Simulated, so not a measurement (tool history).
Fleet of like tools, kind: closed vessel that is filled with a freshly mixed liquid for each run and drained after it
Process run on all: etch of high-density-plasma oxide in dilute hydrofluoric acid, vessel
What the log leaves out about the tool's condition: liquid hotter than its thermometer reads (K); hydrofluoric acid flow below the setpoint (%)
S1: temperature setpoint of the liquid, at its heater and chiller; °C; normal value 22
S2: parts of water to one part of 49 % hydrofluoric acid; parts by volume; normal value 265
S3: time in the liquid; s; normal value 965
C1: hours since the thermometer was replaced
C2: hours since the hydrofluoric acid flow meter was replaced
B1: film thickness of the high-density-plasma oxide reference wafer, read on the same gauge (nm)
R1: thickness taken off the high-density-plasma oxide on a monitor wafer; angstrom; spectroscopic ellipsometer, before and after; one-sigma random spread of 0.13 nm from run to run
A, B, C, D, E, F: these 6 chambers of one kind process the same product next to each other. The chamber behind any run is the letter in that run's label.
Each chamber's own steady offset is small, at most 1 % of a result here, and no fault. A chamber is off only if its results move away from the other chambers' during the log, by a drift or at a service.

{"run": "1E", "day": 0.517, "S1": 22, "S2": 265, "S3": 965, "C1": 660.4, "C2": 95.1, "B1": 70.017, "R1": 159.74}
{"run": "2F", "day": 0.954, "S1": 22, "S2": 265, "S3": 965, "C1": 578.4, "C2": 639.6, "B1": 70.007, "R1": 158.8}
{"run": "3A", "day": 1.238, "S1": 22, "S2": 265, "S3": 965, "C1": 1050.1, "C2": 562.6, "B1": 69.995, "R1": 160.32}
{"run": "4D", "day": 1.542, "S1": 22, "S2": 265, "S3": 965, "C1": 623.5, "C2": 423.1, "B1": 70.02, "R1": 159.14}
{"run": "5B", "day": 1.838, "S1": 22, "S2": 265, "S3": 965, "C1": 344.8, "C2": 859.2, "B1": 70, "R1": 157.92}
{"run": "6C", "day": 2.171, "S1": 22, "S2": 265, "S3": 965, "C1": 2381.8, "C2": 976.4, "B1": 70.015, "R1": 154.5}
{"run": "7A", "day": 2.433, "S1": 18.5, "S2": 265, "S3": 1160, "C1": 1078.8, "C2": 591.3, "B1": 69.98, "R1": 165.81}
{"run": "8F", "day": 2.721, "S1": 18.5, "S2": 265, "S3": 1160, "C1": 620.8, "C2": 682, "B1": 69.987, "R1": 164.62}
{"run": "9B", "day": 3.208, "S1": 18.5, "S2": 265, "S3": 1160, "C1": 377.7, "C2": 892.1, "B1": 69.988, "R1": 166.34}
{"run": "10C", "day": 3.767, "S1": 18.5, "S2": 265, "S3": 1160, "C1": 2420.1, "C2": 1014.7, "B1": 69.988, "R1": 165.83}
{"run": "11D", "day": 4.225, "S1": 18.5, "S2": 265, "S3": 1160, "C1": 687.9, "C2": 487.5, "B1": 70.003, "R1": 166.52}
{"run": "12E", "day": 4.583, "S1": 18.5, "S2": 265, "S3": 1160, "C1": 758, "C2": 192.7, "B1": 69.996, "R1": 171.18}
{"run": "13E", "day": 5.004, "S1": 22, "S2": 265, "S3": 965, "C1": 768.1, "C2": 202.8, "B1": 70.005, "R1": 160.73}
{"run": "14C", "day": 5.362, "S1": 22, "S2": 265, "S3": 965, "C1": 2458.4, "C2": 1053, "B1": 69.99, "R1": 155.18}
{"run": "15F", "day": 5.738, "S1": 22, "S2": 265, "S3": 965, "C1": 693.2, "C2": 754.4, "B1": 70.016, "R1": 158.49}
{"run": "16A", "day": 6.096, "S1": 22, "S2": 265, "S3": 965, "C1": 1166.7, "C2": 679.2, "B1": 69.988, "R1": 157.59}
{"run": "17D", "day": 6.504, "S1": 19, "S2": 265, "S3": 965, "C1": 742.6, "C2": 542.2, "B1": 70.001, "R1": 139.6}
{"run": "18B", "day": 7.021, "S1": 19, "S2": 265, "S3": 965, "C1": 469.2, "C2": 983.6, "B1": 69.977, "R1": 142.05}
{"run": "19F", "day": 7.55, "S1": 19, "S2": 265, "S3": 965, "C1": 736.7, "C2": 797.9, "B1": 69.998, "R1": 142.82}
{"day": 7.812, "done": "chamber C: hydrofluoric acid flow meter replaced"}
{"run": "20D", "day": 8.029, "S1": 19, "S2": 265, "S3": 965, "C1": 779.2, "C2": 578.8, "B1": 70.025, "R1": 141.6}
{"run": "21A", "day": 8.333, "S1": 19, "S2": 265, "S3": 965, "C1": 1220.4, "C2": 732.9, "B1": 69.986, "R1": 139.9}
{"run": "22B", "day": 8.75, "S1": 19, "S2": 265, "S3": 965, "C1": 510.7, "C2": 1025.1, "B1": 70.003, "R1": 145.61}
{"day": 9.133, "done": "chamber C: thermometer replaced"}
{"run": "23E", "day": 9.262, "S1": 22, "S2": 265, "S3": 965, "C1": 870.3, "C2": 305, "B1": 70.012, "R1": 158.28}
{"run": "24C", "day": 9.625, "S1": 22, "S2": 265, "S3": 965, "C1": 11.9, "C2": 43.6, "B1": 70.002, "R1": 158.61}
{"run": "25F", "day": 9.908, "S1": 22, "S2": 265, "S3": 965, "C1": 793.3, "C2": 854.5, "B1": 69.998, "R1": 158.82}
{"run": "26B", "day": 10.4, "S1": 25.5, "S2": 265, "S3": 635, "C1": 550.3, "C2": 1064.7, "B1": 70.007, "R1": 119.6}
{"run": "27D", "day": 10.75, "S1": 25.5, "S2": 265, "S3": 635, "C1": 844.5, "C2": 644.1, "B1": 70.011, "R1": 119.79}
{"run": "28A", "day": 11.229, "S1": 25.5, "S2": 265, "S3": 635, "C1": 1289.9, "C2": 802.4, "B1": 69.983, "R1": 117.91}
{"run": "29C", "day": 11.554, "S1": 25.5, "S2": 265, "S3": 635, "C1": 58.2, "C2": 89.9, "B1": 69.963, "R1": 115.07}
{"run": "30E", "day": 12.067, "S1": 25.5, "S2": 265, "S3": 635, "C1": 937.6, "C2": 372.3, "B1": 70.014, "R1": 119.69}
{"run": "31B", "day": 12.408, "S1": 25.5, "S2": 265, "S3": 635, "C1": 598.5, "C2": 1112.9, "B1": 70.008, "R1": 121.4}
{"run": "32D", "day": 12.788, "S1": 22, "S2": 265, "S3": 965, "C1": 893.4, "C2": 693, "B1": 69.994, "R1": 159.2}
{"run": "33E", "day": 13.146, "S1": 22, "S2": 265, "S3": 965, "C1": 963.5, "C2": 398.2, "B1": 69.98, "R1": 159.14}
{"run": "34C", "day": 13.554, "S1": 22, "S2": 265, "S3": 965, "C1": 106.2, "C2": 137.9, "B1": 69.993, "R1": 156.93}
{"run": "35F", "day": 13.875, "S1": 22, "S2": 265, "S3": 965, "C1": 888.5, "C2": 949.7, "B1": 70.011, "R1": 158.84}
{"run": "36A", "day": 14.383, "S1": 22, "S2": 265, "S3": 965, "C1": 1365.6, "C2": 878.1, "B1": 70.008, "R1": 156.66}
{"run": "37B", "day": 14.825, "S1": 22, "S2": 265, "S3": 965, "C1": 656.5, "C2": 1170.9, "B1": 70.004, "R1": 165.48}
{"run": "38F", "day": 15.288, "S1": 22, "S2": 265, "S3": 965, "C1": 922.4, "C2": 983.6, "B1": 70.005, "R1": 159.25}
{"run": "39C", "day": 15.558, "S1": 22, "S2": 165, "S3": 1370, "C1": 154.3, "C2": 186, "B1": 69.991, "R1": 397.58}
{"run": "40E", "day": 15.842, "S1": 22, "S2": 165, "S3": 1370, "C1": 1028.2, "C2": 462.9, "B1": 69.985, "R1": 397.73}
{"run": "41D", "day": 16.421, "S1": 22, "S2": 165, "S3": 1370, "C1": 980.6, "C2": 780.2, "B1": 69.993, "R1": 401.73}
{"run": "42A", "day": 16.688, "S1": 22, "S2": 165, "S3": 1370, "C1": 1420.9, "C2": 933.4, "B1": 69.98, "R1": 394.25}
{"run": "43D", "day": 17.125, "S1": 22, "S2": 165, "S3": 1370, "C1": 997.5, "C2": 797.1, "B1": 69.997, "R1": 405.5}

Is one chamber out of step, is the gauge drifting, or do the chambers differ by no more than their own small offsets? For an off chamber, give its letter and the likeliest cause.

One chamber, B, drifts off from the rest bit by bit.
Cause: liquid hotter than its thermometer reads (K) = 2.29.
The log may not separate it from: hydrofluoric acid flow above the setpoint (%).

Chamber B could run next with any of the 4 candidate recipes listed below; each alters the usual settings, and their results appear as question marks. Which one brings its results back in line with what the other chambers deliver on the usual settings?
In-line tolerance around the mean of the other chambers on the usual settings: R1 4.5 angstrom
{"run": "44B-1", "day": 17.542, "S1": 22, "S2": 250, "S3": 1040, "R1": "?"}
{"run": "44B-2", "day": 17.542, "S1": 22, "S2": 280, "S3": 965, "R1": "?"}
{"run": "44B-3", "day": 17.542, "S1": 22, "S2": 250, "S3": 965, "R1": "?"}
{"run": "44B-4", "day": 17.542, "S1": 22, "S2": 300, "S3": 965, "R1": "?"}

Average result of the remaining chambers running the usual settings: R1 158.4 angstrom
run=44B-1 R1=198.75
run=44B-2 R1=159.84
run=44B-3 R1=184.42
run=44B-4 R1=146.33
The right change is 44B-2: it brings the chamber back within the allowed miss of the others.
